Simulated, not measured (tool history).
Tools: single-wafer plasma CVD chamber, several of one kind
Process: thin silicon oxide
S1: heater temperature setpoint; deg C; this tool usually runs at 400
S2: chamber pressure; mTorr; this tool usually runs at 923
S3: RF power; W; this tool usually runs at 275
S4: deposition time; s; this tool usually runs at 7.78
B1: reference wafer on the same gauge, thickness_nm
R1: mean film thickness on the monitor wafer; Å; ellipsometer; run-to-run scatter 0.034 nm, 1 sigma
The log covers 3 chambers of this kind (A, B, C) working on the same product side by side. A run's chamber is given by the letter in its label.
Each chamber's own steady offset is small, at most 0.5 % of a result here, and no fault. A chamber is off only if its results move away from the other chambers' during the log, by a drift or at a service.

run	hour	S1	S2	S3	S4	B1	R1
1C	10.2	400	923	275	7.78	14.909	155.66
2A	20.9	400	923	275	7.78	14.903	155.49
3B	28.2	400	923	275	7.78	14.898	156.34
4B	36.9	400	923	275	7.78	14.895	155.88
5C	44.8	400	923	275	7.78	14.906	155.26
6A	52.6	400	923	275	7.78	14.895	155.60
7A	61.9	400	923	275	7.78	14.899	155.91
8B	70.2	400	923	275	7.78	14.897	156.23
# hour 73.3: chamber C: capacitance manometer re-zeroed and calibrated
9C	76.3	386	923	235	7.78	14.897	146.90
10A	83.2	386	923	235	7.78	14.900	146.17
11B	92.1	386	923	235	7.78	14.899	146.85
12C	97.0	400	923	275	7.78	14.903	156.24
13A	103.6	400	923	275	7.78	14.901	155.34
14B	111.2	400	923	275	7.78	14.900	156.54
# hour 117.3: chamber A: capacitance manometer re-zeroed and calibrated
15C	120.6	400	923	275	7.78	14.908	155.58
16A	126.6	400	923	275	7.78	14.894	159.12
17C	133.9	400	923	275	7.78	14.895	155.57
18B	139.9	400	923	275	7.78	14.899	155.92
19B	150.7	400	923	275	7.78	14.897	155.47
20A	156.1	400	923	275	7.78	14.899	158.51
21C	162.3	400	923	275	7.78	14.900	155.96
22A	170.5	400	923	275	7.78	14.900	158.44
23B	180.6	400	923	275	7.78	14.902	155.69
24C	190.7	400	923	275	7.78	14.898	156.33
25B	200.3	400	923	275	7.78	14.895	156.40
26A	205.4	400	1022	275	6.39	14.907	140.35
27C	214.1	400	1022	275	6.39	14.905	138.15
28C	223.2	400	1022	275	6.39	14.899	138.16
29A	230.2	400	701	275	8.58	14.907	135.79

All chambers now run identical settings, listed one chamber a line with results as question marks. What results will each chamber show?
30A	238.2	400	923	275	8.90		?
30B	238.2	400	923	275	8.90		?
30C	238.2	400	923	275	8.90		?

run	R1
30A	181.01
30B	178.70
30C	178.72
